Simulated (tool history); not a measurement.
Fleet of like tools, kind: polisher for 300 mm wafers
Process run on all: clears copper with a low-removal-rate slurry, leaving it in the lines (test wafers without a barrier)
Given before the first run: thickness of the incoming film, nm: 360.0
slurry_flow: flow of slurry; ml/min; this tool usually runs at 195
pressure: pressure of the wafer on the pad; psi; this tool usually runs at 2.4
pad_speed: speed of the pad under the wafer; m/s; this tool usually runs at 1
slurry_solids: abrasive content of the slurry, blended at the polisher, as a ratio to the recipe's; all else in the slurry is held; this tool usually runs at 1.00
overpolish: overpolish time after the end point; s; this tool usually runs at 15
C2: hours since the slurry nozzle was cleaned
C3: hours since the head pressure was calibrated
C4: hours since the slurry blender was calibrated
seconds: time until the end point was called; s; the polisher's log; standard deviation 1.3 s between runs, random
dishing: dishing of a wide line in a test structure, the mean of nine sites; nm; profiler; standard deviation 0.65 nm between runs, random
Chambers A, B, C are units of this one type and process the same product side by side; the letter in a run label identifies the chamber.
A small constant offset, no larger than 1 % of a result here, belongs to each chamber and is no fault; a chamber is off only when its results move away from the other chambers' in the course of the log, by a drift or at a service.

run 1B day=0.179 | slurry_flow=195 pressure=2.4 pad_speed=1 slurry_solids=1.00 overpolish=15 | wafers_polished_on_this_pad=143 C2=112.7 C3=284.5 C4=88.4 | seconds=128.36 dishing=31.038
run 2C day=0.454 | slurry_flow=195 pressure=2.4 pad_speed=1 slurry_solids=1.00 overpolish=15 | wafers_polished_on_this_pad=589 C2=236.2 C3=119.1 C4=50.6 | seconds=129.01 dishing=30.487
run 3A day=0.654 | slurry_flow=195 pressure=2.4 pad_speed=1 slurry_solids=1.00 overpolish=15 | wafers_polished_on_this_pad=222 C2=101.8 C3=836.8 C4=50.3 | seconds=128.56 dishing=29.817
run 4C day=0.858 | slurry_flow=195 pressure=2.4 pad_speed=1 slurry_solids=1.00 overpolish=15 | wafers_polished_on_this_pad=649 C2=245.9 C3=128.8 C4=60.3 | seconds=127.72 dishing=30.337
run 5A day=1.162 | slurry_flow=195 pressure=2.4 pad_speed=1 slurry_solids=1.00 overpolish=15 | wafers_polished_on_this_pad=298 C2=114.0 C3=849.0 C4=62.5 | seconds=129.72 dishing=30.650
run 6B day=1.388 | slurry_flow=195 pressure=2.4 pad_speed=1 slurry_solids=1.00 overpolish=15 | wafers_polished_on_this_pad=324 C2=141.7 C3=313.5 C4=117.4 | seconds=126.76 dishing=29.381
run 7B day=1.558 | slurry_flow=195 pressure=2.4 pad_speed=1 slurry_solids=1.00 overpolish=15 | wafers_polished_on_this_pad=350 C2=145.8 C3=317.6 C4=121.5 | seconds=129.07 dishing=29.614
run 8A day=1.850 | slurry_flow=195 pressure=2.4 pad_speed=1 slurry_solids=1.00 overpolish=15 | wafers_polished_on_this_pad=401 C2=130.5 C3=865.5 C4=79.0 | seconds=128.39 dishing=28.701
run 9C day=2.021 | slurry_flow=195 pressure=2.4 pad_speed=1 slurry_solids=1.00 overpolish=15 | wafers_polished_on_this_pad=824 C2=273.8 C3=156.7 C4=88.2 | seconds=126.95 dishing=28.945
run 10C day=2.204 | slurry_flow=195 pressure=2.4 pad_speed=1 slurry_solids=1.00 overpolish=15 | wafers_polished_on_this_pad=851 C2=278.2 C3=161.1 C4=92.6 | seconds=130.26 dishing=29.427
run 11A day=2.454 | slurry_flow=195 pressure=2.4 pad_speed=1 slurry_solids=1.00 overpolish=15 | wafers_polished_on_this_pad=492 C2=145.0 C3=880.0 C4=93.5 | seconds=126.49 dishing=29.621
run 12B day=2.604 | slurry_flow=195 pressure=2.4 pad_speed=1 slurry_solids=1.00 overpolish=15 | wafers_polished_on_this_pad=507 C2=170.9 C3=342.7 C4=146.6 | seconds=125.70 dishing=30.575
run 13C day=2.825 | slurry_flow=195 pressure=2.4 pad_speed=1 slurry_solids=1.00 overpolish=15 | wafers_polished_on_this_pad=944 C2=293.1 C3=176.0 C4=107.5 | seconds=131.68 dishing=29.900
run 14A day=3.096 | slurry_flow=195 pressure=2.4 pad_speed=1 slurry_solids=1.00 overpolish=15 | wafers_polished_on_this_pad=588 C2=160.4 C3=895.4 C4=108.9 | seconds=128.89 dishing=29.151
run 15B day=3.296 | slurry_flow=195 pressure=2.4 pad_speed=1 slurry_solids=1.00 overpolish=15 | wafers_polished_on_this_pad=610 C2=187.5 C3=359.3 C4=163.2 | seconds=128.12 dishing=30.415
run 16C day=3.508 | slurry_flow=195 pressure=2.4 pad_speed=1 slurry_solids=1.00 overpolish=15 | wafers_polished_on_this_pad=1047 C2=309.5 C3=192.4 C4=123.9 | seconds=127.50 dishing=31.674
-- day=3.654 chamber B: worn pad replaced by a new one
run 17A day=3.683 | slurry_flow=195 pressure=2.4 pad_speed=1 slurry_solids=1.00 overpolish=15 | wafers_polished_on_this_pad=676 C2=174.5 C3=909.5 C4=123.0 | seconds=134.73 dishing=28.405
-- day=3.804 chamber C: worn pad replaced by a new one
run 18B day=3.912 | slurry_flow=195 pressure=2.4 pad_speed=1 slurry_solids=1.00 overpolish=15 | wafers_polished_on_this_pad=39 C2=202.3 C3=374.1 C4=178.0 | seconds=130.67 dishing=30.096
run 19A day=4.242 | slurry_flow=195 pressure=2.4 pad_speed=1 slurry_solids=1.00 overpolish=15 | wafers_polished_on_this_pad=760 C2=187.9 C3=922.9 C4=136.4 | seconds=132.83 dishing=29.465
run 20C day=4.438 | slurry_flow=195 pressure=2.4 pad_speed=1 slurry_solids=1.00 overpolish=15 | wafers_polished_on_this_pad=95 C2=331.8 C3=214.7 C4=146.2 | seconds=126.28 dishing=30.298
run 21B day=4.642 | slurry_flow=195 pressure=2.4 pad_speed=1 slurry_solids=1.00 overpolish=15 | wafers_polished_on_this_pad=148 C2=219.8 C3=391.6 C4=195.5 | seconds=128.28 dishing=28.723
run 22C day=4.875 | slurry_flow=195 pressure=2.4 pad_speed=1 slurry_solids=1.00 overpolish=15 | wafers_polished_on_this_pad=161 C2=342.3 C3=225.2 C4=156.7 | seconds=128.62 dishing=29.850
run 23A day=5.162 | slurry_flow=195 pressure=2.4 pad_speed=1 slurry_solids=1.00 overpolish=15 | wafers_polished_on_this_pad=898 C2=210.0 C3=945.0 C4=158.5 | seconds=139.74 dishing=28.421
run 24B day=5.421 | slurry_flow=195 pressure=2.4 pad_speed=1 slurry_solids=1.00 overpolish=15 | wafers_polished_on_this_pad=265 C2=238.5 C3=410.3 C4=214.2 | seconds=129.11 dishing=30.235
run 25B day=5.642 | slurry_flow=195 pressure=2.4 pad_speed=1 slurry_solids=1.00 overpolish=15 | wafers_polished_on_this_pad=298 C2=243.8 C3=415.6 C4=219.5 | seconds=128.82 dishing=29.877
-- day=5.921 chamber A: slurry blender recalibrated
run 26C day=5.933 | slurry_flow=195 pressure=3.0 pad_speed=1 slurry_solids=0.75 overpolish=15 | wafers_polished_on_this_pad=319 C2=367.7 C3=250.6 C4=182.1 | seconds=108.25 dishing=35.571
-- day=6.004 chamber A: slurry nozzle cleaned
run 27A day=6.079 | slurry_flow=195 pressure=3.0 pad_speed=1 slurry_solids=0.75 overpolish=15 | wafers_polished_on_this_pad=1036 C2=1.8 C3=967.0 C4=3.8 | seconds=121.62 dishing=32.288
-- day=6.192 chamber C: slurry blender recalibrated
run 28C day=6.342 | slurry_flow=195 pressure=3.0 pad_speed=1 slurry_solids=0.75 overpolish=15 | wafers_polished_on_this_pad=381 C2=377.5 C3=260.4 C4=3.6 | seconds=110.22 dishing=35.328

Next, every chamber runs the same settings. What will each give?
run 29A day=6.579 | slurry_flow=195 pressure=2.8 pad_speed=1 slurry_solids=1.00 overpolish=15 | seconds=? dishing=?
run 29B day=6.579 | slurry_flow=195 pressure=2.8 pad_speed=1 slurry_solids=1.00 overpolish=15 | seconds=? dishing=?
run 29C day=6.579 | slurry_flow=195 pressure=2.8 pad_speed=1 slurry_solids=1.00 overpolish=15 | seconds=? dishing=?

run=29A seconds=123.45 dishing=31.999
run=29B seconds=110.41 dishing=34.258
run=29C seconds=109.17 dishing=33.910

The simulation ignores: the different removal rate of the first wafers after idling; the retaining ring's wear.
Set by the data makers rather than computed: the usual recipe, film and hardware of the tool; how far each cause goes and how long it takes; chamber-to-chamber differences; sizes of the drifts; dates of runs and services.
